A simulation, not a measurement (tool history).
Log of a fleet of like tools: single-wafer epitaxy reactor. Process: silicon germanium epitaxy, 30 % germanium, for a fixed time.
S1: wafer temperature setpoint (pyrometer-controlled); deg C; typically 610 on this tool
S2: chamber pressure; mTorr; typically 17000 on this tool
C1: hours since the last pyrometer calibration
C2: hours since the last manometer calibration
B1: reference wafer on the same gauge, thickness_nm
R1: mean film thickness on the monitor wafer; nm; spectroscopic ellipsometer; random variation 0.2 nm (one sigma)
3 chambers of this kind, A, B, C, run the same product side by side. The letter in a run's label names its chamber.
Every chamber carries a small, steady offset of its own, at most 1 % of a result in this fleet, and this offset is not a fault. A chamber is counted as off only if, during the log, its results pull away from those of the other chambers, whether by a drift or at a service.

run	hour	S1	S2	C1	C2	B1	R1
1C	9.0	610	17000	711.1	870.9	54.593	66.503
2A	16.1	610	17000	1271.8	817.8	54.601	65.848
3B	28.5	610	17000	450.6	954.7	54.589	66.845
4C	40.3	610	17000	742.4	902.2	54.639	66.014
5B	47.9	610	17000	470.0	974.1	54.581	66.799
6A	58.1	610	17000	1313.8	859.8	54.598	65.755
7B	65.8	610	17000	487.9	992.0	54.612	66.715
8A	74.7	610	17000	1330.4	876.4	54.628	65.693
9C	87.8	610	17000	789.9	949.7	54.652	66.455
10A	98.4	610	17000	1354.1	900.1	54.586	66.009
11B	110.1	604	17000	532.2	1036.3	54.599	60.081
12C	119.7	604	17000	821.8	981.6	54.622	59.766
13A	129.9	604	17000	1385.6	931.6	54.611	59.092
14B	142.4	610	17000	564.5	1068.6	54.582	66.922
15C	148.8	610	17000	850.9	1010.7	54.624	66.132
16C	161.4	610	17000	863.5	1023.3	54.618	66.093
17A	174.3	610	17000	1430.0	976.0	54.596	65.928
18B	185.5	610	17000	607.6	1111.7	54.564	66.675
19B	198.0	610	17000	620.1	1124.2	54.627	66.670
20C	204.6	610	17000	906.7	1066.5	54.618	65.969
21A	212.7	610	17000	1468.4	1014.4	54.599	65.571
22C	219.3	610	17000	921.4	1081.2	54.587	66.728
23B	230.9	610	17000	653.0	1157.1	54.586	66.908
24A	240.3	610	17000	1496.0	1042.0	54.650	65.925
25C	252.7	610	17000	954.8	1114.6	54.609	66.565
26B	260.1	610	17000	682.2	1186.3	54.542	66.735
27A	272.8	610	17000	1528.5	1074.5	54.593	65.890
28A	278.6	610	13100	1534.3	1080.3	54.618	59.464
29B	286.3	610	13100	708.4	1212.5	54.565	60.409
30C	299.7	610	13100	1001.8	1161.6	54.552	59.513
31B	305.7	620	13500	727.8	1231.9	54.574	72.362
32C	318.0	620	13500	1020.1	1179.9	54.610	72.468
33A	325.2	620	13500	1580.9	1126.9	54.566	71.646
34C	334.1	616	14400	1036.2	1196.0	54.571	69.163
35B	347.4	616	14400	769.5	1273.6	54.585	69.428
36A	354.7	616	14400	1610.4	1156.4	54.585	68.203
37A	361.8	610	17000	1617.5	1163.5	54.622	65.997
38B	371.9	610	17000	794.0	1298.1	54.634	67.112
39C	377.8	610	17000	1079.9	1239.7	54.653	66.366
40A	388.7	610	17000	1644.4	1190.4	54.618	65.799
41B	399.4	610	18600	821.5	1325.6	54.616	69.351
42C	411.0	610	18600	1113.1	1272.9	54.568	68.660
43C	423.1	610	18600	1125.2	1285.0	54.601	68.965
44A	434.9	610	17000	1690.6	1236.6	54.573	65.844

Which is it: a chamber that has drifted or been left off by a service, a gauge drift common to all chambers, or only each chamber's usual small offset? If a chamber is off, name it and its likeliest cause.

Neither any chamber nor the gauge drifts; the chambers differ only by their own small, steady offsets.
